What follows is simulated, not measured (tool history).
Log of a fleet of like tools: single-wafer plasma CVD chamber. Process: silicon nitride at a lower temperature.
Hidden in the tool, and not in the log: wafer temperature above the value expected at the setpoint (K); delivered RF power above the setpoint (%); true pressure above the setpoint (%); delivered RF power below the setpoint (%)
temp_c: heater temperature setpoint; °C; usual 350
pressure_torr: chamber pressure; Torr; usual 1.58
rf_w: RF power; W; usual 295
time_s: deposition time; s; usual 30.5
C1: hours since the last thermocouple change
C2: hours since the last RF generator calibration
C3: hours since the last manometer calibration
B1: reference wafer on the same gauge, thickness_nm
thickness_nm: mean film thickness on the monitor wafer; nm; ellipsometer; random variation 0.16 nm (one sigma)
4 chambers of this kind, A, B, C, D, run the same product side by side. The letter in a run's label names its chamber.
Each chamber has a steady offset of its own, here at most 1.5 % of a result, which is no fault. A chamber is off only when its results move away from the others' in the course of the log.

run 1D hour=6 | temp_c=350 pressure_torr=1.58 rf_w=295 time_s=30.5 | C1=76.1 C2=229.9 C3=1393.2 | B1=34.269 | thickness_nm=35.394
run 2C hour=15.1 | temp_c=350 pressure_torr=1.58 rf_w=295 time_s=30.5 | C1=900.2 C2=1304.1 C3=484.6 | B1=34.318 | thickness_nm=35.486
run 3B hour=22.4 | temp_c=350 pressure_torr=1.58 rf_w=295 time_s=30.5 | C1=204.5 C2=492 C3=120.2 | B1=34.291 | thickness_nm=35.42
run 4A hour=27 | temp_c=350 pressure_torr=1.58 rf_w=295 time_s=30.5 | C1=1969.8 C2=717.1 C3=368.1 | B1=34.334 | thickness_nm=35.76
run 5D hour=32.8 | temp_c=350 pressure_torr=1.58 rf_w=295 time_s=30.5 | C1=102.9 C2=256.7 C3=1420 | B1=34.311 | thickness_nm=35.811
run 6B hour=37.8 | temp_c=350 pressure_torr=1.58 rf_w=295 time_s=30.5 | C1=219.9 C2=507.4 C3=135.6 | B1=34.308 | thickness_nm=35.329
run 7A hour=44.9 | temp_c=350 pressure_torr=1.58 rf_w=295 time_s=30.5 | C1=1987.7 C2=735 C3=386 | B1=34.341 | thickness_nm=35.807
run 8C hour=50.6 | temp_c=350 pressure_torr=1.72 rf_w=295 time_s=30.5 | C1=935.7 C2=1339.6 C3=520.1 | B1=34.323 | thickness_nm=36.316
run 9A hour=58.5 | temp_c=350 pressure_torr=1.72 rf_w=295 time_s=30.5 | C1=2001.3 C2=748.6 C3=399.6 | B1=34.293 | thickness_nm=36.817
run 10B hour=67 | temp_c=350 pressure_torr=1.72 rf_w=295 time_s=30.5 | C1=249.1 C2=536.6 C3=164.8 | B1=34.307 | thickness_nm=35.964
run 11C hour=71.3 | temp_c=350 pressure_torr=1.72 rf_w=295 time_s=30.5 | C1=956.4 C2=1360.3 C3=540.8 | B1=34.296 | thickness_nm=36.118
run 12D hour=79.4 | temp_c=350 pressure_torr=1.58 rf_w=295 time_s=30.5 | C1=149.5 C2=303.3 C3=1466.6 | B1=34.311 | thickness_nm=35.426
run 13A hour=85.3 | temp_c=350 pressure_torr=1.58 rf_w=295 time_s=30.5 | C1=2028.1 C2=775.4 C3=426.4 | B1=34.301 | thickness_nm=35.719
run 14B hour=90.2 | temp_c=350 pressure_torr=1.58 rf_w=295 time_s=30.5 | C1=272.3 C2=559.8 C3=188 | B1=34.281 | thickness_nm=35.118
run 15C hour=95.9 | temp_c=350 pressure_torr=1.58 rf_w=295 time_s=30.5 | C1=981 C2=1384.9 C3=565.4 | B1=34.264 | thickness_nm=35.105
run 16D hour=104.6 | temp_c=350 pressure_torr=1.58 rf_w=295 time_s=30.5 | C1=174.7 C2=328.5 C3=1491.8 | B1=34.292 | thickness_nm=35.475
run 17B hour=110 | temp_c=350 pressure_torr=1.58 rf_w=295 time_s=30.5 | C1=292.1 C2=579.6 C3=207.8 | B1=34.336 | thickness_nm=35.393
run 18C hour=114.3 | temp_c=350 pressure_torr=1.58 rf_w=255 time_s=30.5 | C1=999.4 C2=1403.3 C3=583.8 | B1=34.326 | thickness_nm=31.63
run 19D hour=123.9 | temp_c=350 pressure_torr=1.58 rf_w=255 time_s=30.5 | C1=194 C2=347.8 C3=1511.1 | B1=34.273 | thickness_nm=32.329
run 20A hour=128.6 | temp_c=350 pressure_torr=1.58 rf_w=255 time_s=30.5 | C1=2071.4 C2=818.7 C3=469.7 | B1=34.299 | thickness_nm=32.216
run 21B hour=136.6 | temp_c=350 pressure_torr=1.58 rf_w=255 time_s=30.5 | C1=318.7 C2=606.2 C3=234.4 | B1=34.324 | thickness_nm=31.78
run 22D hour=144.1 | temp_c=350 pressure_torr=1.58 rf_w=295 time_s=30.5 | C1=214.2 C2=368 C3=1531.3 | B1=34.294 | thickness_nm=35.461
run 23C hour=152.5 | temp_c=350 pressure_torr=1.58 rf_w=295 time_s=30.5 | C1=1037.6 C2=1441.5 C3=622 | B1=34.349 | thickness_nm=34.568
run 24A hour=158.6 | temp_c=350 pressure_torr=1.58 rf_w=295 time_s=30.5 | C1=2101.4 C2=848.7 C3=499.7 | B1=34.34 | thickness_nm=35.733

All 4 chambers run these settings next. Forecast each chamber's results:
run 25A hour=165.7 | temp_c=336 pressure_torr=1.58 rf_w=295 time_s=30.5 | thickness_nm=?
run 25B hour=165.7 | temp_c=336 pressure_torr=1.58 rf_w=295 time_s=30.5 | thickness_nm=?
run 25C hour=165.7 | temp_c=336 pressure_torr=1.58 rf_w=295 time_s=30.5 | thickness_nm=?
run 25D hour=165.7 | temp_c=336 pressure_torr=1.58 rf_w=295 time_s=30.5 | thickness_nm=?

run=25A thickness_nm=36.238
run=25B thickness_nm=35.309
run=25C thickness_nm=34.555
run=25D thickness_nm=35.71
